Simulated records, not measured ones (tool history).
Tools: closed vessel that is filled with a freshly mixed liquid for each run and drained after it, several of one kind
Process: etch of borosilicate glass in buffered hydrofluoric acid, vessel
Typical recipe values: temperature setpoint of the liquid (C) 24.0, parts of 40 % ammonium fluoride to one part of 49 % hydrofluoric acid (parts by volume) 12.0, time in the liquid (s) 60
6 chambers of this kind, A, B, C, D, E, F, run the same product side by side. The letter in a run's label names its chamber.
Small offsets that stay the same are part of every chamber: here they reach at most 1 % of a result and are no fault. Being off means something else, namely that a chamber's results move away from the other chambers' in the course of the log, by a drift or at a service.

run	hour	temperature setpoint of the liquid (C)	parts of 40 % ammonium fluoride to one part of 49 % hydrofluoric acid (parts by volume)	time in the liquid (s)	hours since the thermometer was replaced	hours since the hydrofluoric acid flow meter was replaced	read-back film thickness of the borosilicate glass reference wafer, read on the same gauge (nm)	thickness taken off the borosilicate glass on a monitor wafer (Å)
# hour 6.1: chamber D: thermometer replaced
1A	7.3	24.0	12.0	60	126.8	457.3	80.015	623.18
2E	14.3	24.0	12.0	60	587.3	52.2	80.012	627.59
3F	24.1	24.0	12.0	60	1231.1	541.2	79.990	631.52
4B	35.1	24.0	12.0	60	732.8	1662.0	79.989	625.17
5C	42.4	28.0	12.0	95	633.7	563.0	80.005	1232.90
6D	49.2	28.0	12.0	95	43.2	530.9	80.002	1229.50
7E	56.2	28.0	12.0	95	629.2	94.1	80.001	1216.30
8D	65.6	28.0	12.0	95	59.6	547.3	80.000	1231.10
9B	75.9	28.0	12.0	95	773.6	1702.8	79.991	1230.50
10C	81.7	28.0	12.0	95	673.0	602.3	80.015	1238.10
11A	92.1	24.0	12.0	60	211.6	542.1	80.005	614.76
12F	97.8	24.0	12.0	60	1304.8	614.9	80.000	624.48
# hour 103.6: chamber D: hydrofluoric acid flow meter replaced
13B	105.1	24.0	12.0	60	802.8	1732.0	79.996	627.92
14F	114.0	24.0	8.0	60	1321.0	631.1	79.980	926.54
15D	119.6	24.0	8.0	60	113.6	16.0	80.016	921.93
16A	129.3	24.0	8.0	60	248.8	579.3	80.014	902.43
17C	135.5	24.0	8.0	60	726.8	656.1	80.000	918.55
18E	143.3	24.0	8.0	60	716.3	181.2	80.013	905.84
19F	150.7	24.0	8.0	60	1357.7	667.8	79.981	927.37
20A	156.4	24.0	9.0	80	275.9	606.4	80.001	1052.70
21D	167.2	24.0	9.0	80	161.2	63.6	80.017	1087.10
22E	179.6	24.0	9.0	80	752.6	217.5	79.972	1070.50
23C	188.4	24.0	9.0	80	779.7	709.0	80.011	1081.00
24B	199.1	24.0	9.0	80	896.8	1826.0	79.994	1066.60
25F	208.9	24.0	9.0	80	1415.9	726.0	79.990	1080.90
26E	214.6	24.0	16.5	60	787.6	252.5	79.986	456.65
27C	224.4	24.0	16.5	60	815.7	745.0	79.999	458.51
28D	231.8	24.0	16.5	60	225.8	128.2	79.995	456.07
29B	243.4	24.0	16.5	60	941.1	1870.3	80.004	459.31
30A	254.5	24.0	16.5	60	374.0	704.5	79.992	438.22
31F	265.9	24.0	16.5	60	1472.9	783.0	80.007	456.17
32C	271.8	24.0	12.0	60	863.1	792.4	80.006	628.92
33B	282.3	24.0	12.0	60	980.0	1909.2	80.013	626.29
34E	291.9	22.5	15.0	60	864.9	329.8	80.005	464.63
35A	301.6	22.5	15.0	60	421.1	751.6	79.988	441.01
36D	314.0	22.5	15.0	60	308.0	210.4	79.980	463.00
37B	325.3	22.5	15.0	60	1023.0	1952.2	80.008	464.53

Predict what each chamber gives when all 6 of them run the settings below next.
38A	334.4	24.0	12.0	60				?
38B	334.4	24.0	12.0	60				?
38C	334.4	24.0	12.0	60				?
38D	334.4	24.0	12.0	60				?
38E	334.4	24.0	12.0	60				?
38F	334.4	24.0	12.0	60				?

run	thickness taken off the borosilicate glass on a monitor wafer (Å)
38A	592.31
38B	629.20
38C	627.63
38D	630.17
38E	623.20
38F	632.32

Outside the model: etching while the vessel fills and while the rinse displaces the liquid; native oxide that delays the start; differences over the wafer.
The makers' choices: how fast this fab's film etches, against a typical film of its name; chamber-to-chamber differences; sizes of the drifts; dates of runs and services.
